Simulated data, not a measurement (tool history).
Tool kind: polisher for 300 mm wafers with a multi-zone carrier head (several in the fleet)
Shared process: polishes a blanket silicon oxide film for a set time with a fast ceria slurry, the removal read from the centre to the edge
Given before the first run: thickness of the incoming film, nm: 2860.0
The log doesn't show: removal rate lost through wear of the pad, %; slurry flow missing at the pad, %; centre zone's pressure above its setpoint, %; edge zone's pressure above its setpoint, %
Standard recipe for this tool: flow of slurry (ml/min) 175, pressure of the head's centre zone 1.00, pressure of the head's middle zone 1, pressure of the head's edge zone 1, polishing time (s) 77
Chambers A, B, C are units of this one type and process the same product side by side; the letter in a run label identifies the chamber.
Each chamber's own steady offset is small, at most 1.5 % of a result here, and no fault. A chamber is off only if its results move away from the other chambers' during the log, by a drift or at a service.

run,hour,flow of slurry (ml/min),pressure of the head's centre zone,pressure of the head's middle zone,pressure of the head's edge zone,polishing time (s),wafers polished on this pad,hours since the slurry nozzle was cleaned,hours since the centre zone pressure was calibrated,hours since the edge zone pressure was calibrated,film removed at the wafer's centre (Å),film removed at mid-radius (Å),film removed at the wafer's edge (Å)
1C,3.1,175,1.00,1,1,77,49,483.1,291.5,1149.8,6418.5,6374.6,6509.5
2A,6.0,175,1.00,1,1,77,660,28.6,105.0,870.9,6384.7,6512.1,6322.9
3B,7.9,175,1.00,1,1,77,580,53.9,437.8,392.4,6468.5,6394.8,6533.2
4A,12.0,175,1.00,1,1,77,735,34.6,111.0,876.9,6387.7,6451.6,6407.7
5C,16.2,175,1.00,1,1,77,214,496.2,304.6,1162.9,6463.5,6340.9,6400.4
6B,19.6,175,1.00,1,1,77,727,65.6,449.5,404.1,6526.7,6440.0,6518.9
7B,22.3,175,0.93,1,1,90,761,68.3,452.2,406.8,6993.1,7521.6,7407.4
8C,25.7,175,0.93,1,1,90,334,505.7,314.1,1172.4,6934.7,7560.2,7783.0
9A,28.3,175,0.93,1,1,90,941,50.9,127.3,893.2,6884.0,7528.0,7357.1
10C,30.5,175,1.00,1,1,77,394,510.5,318.9,1177.2,6426.1,6508.4,6361.2
11A,32.4,175,1.00,1,1,77,992,55.0,131.4,897.3,6396.0,6484.0,6466.9
12B,35.0,175,1.00,1,1,77,921,81.0,464.9,419.5,6485.1,6396.9,6335.7
13B,36.9,175,1.00,1,1,68,945,82.9,466.8,421.4,5722.0,5727.8,5797.4
14C,38.8,175,1.00,1,1,68,499,518.8,327.2,1185.5,5653.6,5664.3,5654.5
15A,42.7,175,1.00,1,1,68,1122,65.3,141.7,907.6,5576.7,5643.0,5778.3
16A,46.6,175,1.00,1,1,77,1171,69.2,145.6,911.5,6304.8,6388.9,6504.5
# hour 48.1: chamber B: worn pad replaced by a new one
17C,49.6,175,1.00,1,1,77,634,529.6,338.0,1196.3,6414.1,6350.9,6297.7
18B,53.0,175,1.00,1,1,91,62,99.0,482.9,437.5,7680.4,7501.6,7733.2
19A,55.4,175,1.00,1,1,91,1282,78.0,154.4,920.3,7540.3,7530.2,7493.3
20B,57.8,175,1.00,1,1,91,123,103.8,487.7,442.3,7653.3,7528.2,7699.7
21C,61.8,175,1.00,1,1,77,788,541.8,350.2,1208.5,6499.5,6466.3,6371.1
22B,65.9,175,1.00,1,1,77,224,111.9,495.8,450.4,6426.8,6491.7,6498.0
23A,68.9,175,1.00,1,1,77,1451,91.5,167.9,933.8,6253.5,6385.2,6386.9
24C,71.9,140,0.96,1,1,77,915,551.9,360.3,1218.6,5899.7,6134.0,6238.7
# hour 72.4: chamber B: centre zone pressure recalibrated
25A,76.1,140,0.96,1,1,77,1542,98.7,175.1,941.0,5675.5,6066.1,6091.7
26B,79.5,140,0.96,1,1,77,396,125.5,7.1,464.0,5979.3,6169.8,6414.2
27C,83.3,175,1.00,1,1,77,1059,563.3,371.7,1230.0,6410.1,6354.4,6559.9
# hour 84.0: chamber C: edge zone pressure recalibrated
28A,86.4,175,1.00,1,1,77,1672,109.0,185.4,951.3,6168.6,6420.7,6285.9
29C,88.7,175,1.00,1,1,77,1126,568.7,377.1,4.8,6399.7,6344.4,6476.3
30B,91.1,175,1.00,1,1,77,542,137.1,18.7,475.6,6458.3,6480.6,6414.5
# hour 93.3: chamber C: worn pad replaced by a new one
31B,93.3,175,1.00,1,1,77,569,139.3,20.9,477.8,6516.0,6458.8,6455.0
32A,96.3,175,1.00,1,1,61,1796,118.9,195.3,961.2,4865.0,4890.6,4959.6
33C,100.5,175,1.00,1,1,61,91,580.5,388.9,16.6,5122.6,5043.5,5072.8
34C,104.6,175,1.00,1,1,61,143,584.6,393.0,20.7,5051.3,5124.3,4988.7
35A,108.5,175,1.00,1,1,77,1950,131.1,207.5,973.4,6135.3,6235.4,6192.1
# hour 110.7: chamber C: centre zone pressure recalibrated
36B,112.2,175,0.95,1,1,77,807,158.2,39.8,496.7,6101.3,6419.3,6531.9
37A,115.3,175,0.95,1,1,77,2035,137.9,214.3,980.2,5649.0,6163.2,6095.0
38C,117.3,175,0.95,1,1,77,302,597.3,6.7,33.4,6130.2,6404.4,6343.0
39B,119.5,175,1.00,1,1,77,899,165.5,47.1,504.0,6454.7,6420.7,6515.1
40B,122.0,175,1.00,1,1,77,930,168.0,49.6,506.5,6448.5,6405.5,6372.6
41C,124.4,175,1.00,1,1,77,392,604.4,13.8,40.5,6337.3,6451.0,6422.9
42A,127.1,175,1.00,1,1,77,2184,149.7,226.1,992.0,6095.0,6080.7,6151.9

Read the log: is a single chamber off, either drifting away or since a service, is the gauge that measures every chamber drifting, or is nothing wrong beyond small per-chamber offsets? Name any odd chamber and what most likely caused it.

One chamber, A, drifts off from the rest bit by bit.
What lies behind it: removal rate lost through wear of the pad, % = 5.13.
With only this log, it may be confused with: slurry flow missing at the pad, %.

Here are 4 candidates for chamber A's next run, each the usual settings with a change, their results left as question marks. Which one brings its results back in line with what the others give on the usual settings?
A result is in line if it is within this distance of the other chambers' mean on the usual settings: film removed at the wafer's centre (Å) 160.0; film removed at mid-radius (Å) 210.0; film removed at the wafer's edge (Å) 330.0
43A-1,130.2,175,1.02,0.99,1,84,,,,,?,?,?
43A-2,130.2,175,0.98,1.01,1,70,,,,,?,?,?
43A-3,130.2,175,0.99,1.01,1,73,,,,,?,?,?
43A-4,130.2,175,1.01,0.99,1,81,,,,,?,?,?

The mean the other chambers reach with the usual settings: film removed at the wafer's centre (Å) 6445.0; film removed at mid-radius (Å) 6419.7; film removed at the wafer's edge (Å) 6478.0
run,film removed at the wafer's centre (Å),film removed at mid-radius (Å),film removed at the wafer's edge (Å)
43A-1,6731.0,6619.4,6665.3
43A-2,5366.1,5621.2,5552.8
43A-3,5659.6,5861.8,5790.7
43A-4,6420.0,6383.4,6427.2
Change 43A-4 lands the chamber within the allowed miss of the other chambers.
